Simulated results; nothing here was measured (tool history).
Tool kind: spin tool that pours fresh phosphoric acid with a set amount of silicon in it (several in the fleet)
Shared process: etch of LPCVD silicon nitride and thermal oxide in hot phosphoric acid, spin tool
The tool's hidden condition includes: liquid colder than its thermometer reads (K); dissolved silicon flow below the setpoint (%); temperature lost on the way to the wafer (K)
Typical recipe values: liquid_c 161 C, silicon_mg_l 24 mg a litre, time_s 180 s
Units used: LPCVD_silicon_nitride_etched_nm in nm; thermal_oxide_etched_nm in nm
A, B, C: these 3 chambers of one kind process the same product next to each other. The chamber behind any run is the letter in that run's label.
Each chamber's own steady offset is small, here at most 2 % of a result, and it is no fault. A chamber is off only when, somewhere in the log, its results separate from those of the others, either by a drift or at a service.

run,hour,liquid_c,silicon_mg_l,time_s,hours since the thermometer was replaced,hours since the dissolved silicon flow meter was replaced,hours since the heated supply line was repaired,"read-back film thickness of the LPCVD silicon nitride reference wafer, read on the same gauge (nm)","read-back film thickness of the thermal oxide reference wafer, read on the same gauge (nm)",LPCVD_silicon_nitride_etched_nm,thermal_oxide_etched_nm
1A,10.1,161,24,180,800.6,66.8,1297.8,89.984,39.999,18.127,0.34281
2C,21.8,161,24,180,872.6,1875,655.9,90.002,40.004,17.958,0.32213
3B,35.2,161,24,180,2042.6,382.3,950.2,89.987,39.997,18.006,0.35871
4C,45.1,161,24,180,895.9,1898.3,679.2,90.035,40.013,17.666,0.37932
# hour 54.1: chamber C: heated supply line repaired
5A,56.5,161,24,180,847,113.2,1344.2,89.99,39.995,17.973,0.27084
6B,63.2,161,24,180,2070.6,410.3,978.2,89.975,39.974,17.83,0.24805
7C,76.7,161,24,180,927.5,1929.9,22.7,90.014,40.033,17.832,0.29759
# hour 81: chamber C: dissolved silicon flow meter replaced
8B,86.3,161,24,180,2093.7,433.4,1001.3,90.009,40.004,18.226,0.26762
9A,94.4,161,24,180,884.9,151.1,1382.1,90.043,39.985,17.9,0.30166
10B,103.4,161,24,180,2110.8,450.5,1018.4,89.979,40.007,17.845,0.25649
11C,110.2,161,24,275,961,29.2,56.2,89.976,39.992,27.347,0.43477
12A,122.5,161,24,275,913,179.2,1410.2,89.994,39.996,27.018,0.43142
13B,131.1,161,24,275,2138.5,478.2,1046.1,90.003,39.999,27.137,0.35414
14A,141.9,161,24,180,932.4,198.6,1429.6,90.036,40.022,17.663,0.29225
15C,152.7,161,24,180,1003.5,71.7,98.7,89.947,39.989,17.63,0.27046
16A,163.7,161,24,180,954.2,220.4,1451.4,90.002,40.006,17.706,0.25907
17B,171.3,161,24,255,2178.7,518.4,1086.3,89.945,40.017,24.318,0.43101
18C,177.9,161,24,255,1028.7,96.9,123.9,89.987,40.016,25.474,0.33728
19C,190.5,161,24,255,1041.3,109.5,136.5,90.014,40.01,25.521,0.47739
20B,197.1,161,24,180,2204.5,544.2,1112.1,90.004,40.007,16.837,0.27399
21A,203.3,161,24,180,993.8,260,1491,89.983,40.009,17.634,0.30277
22A,210.5,161,24,180,1001,267.2,1498.2,90.012,39.965,17.95,0.28587

Decide between three cases: one chamber stands off from its peers, the gauge reading all wafers drifts, or nothing is wrong past each chamber's small offset. Where a chamber is off, say which and what most likely put it there.

Little by little, chamber B moves away from the other chambers.
Cause: temperature lost on the way to the wafer (K) = 2.68.
Not necessarily distinguishable in this log from: liquid colder than its thermometer reads (K).

Below are 4 candidate recipes for chamber B's next run, each the usual settings with a change, their results shown as question marks. Which of them brings B's results back in line with what the other chambers give on the usual settings?
Counts as in line when no further than this from what the other chambers average on the usual settings: LPCVD_silicon_nitride_etched_nm 0.57 nm; thermal_oxide_etched_nm 0.12 nm
23B-1,220.4,161,25,175,,,,,,?,?
23B-2,220.4,161,27.5,165,,,,,,?,?
23B-3,220.4,161,20,195,,,,,,?,?
23B-4,220.4,161,23,185,,,,,,?,?

Mean of the other chambers on the usual settings: LPCVD_silicon_nitride_etched_nm 17.818 nm; thermal_oxide_etched_nm 0.29956 nm
run,LPCVD_silicon_nitride_etched_nm,thermal_oxide_etched_nm
23B-1,16.032,0.23659
23B-2,15.116,0.20448
23B-3,17.864,0.30757
23B-4,16.948,0.26679
The answer is 23B-3, which returns the chamber to within the allowed miss of the others.
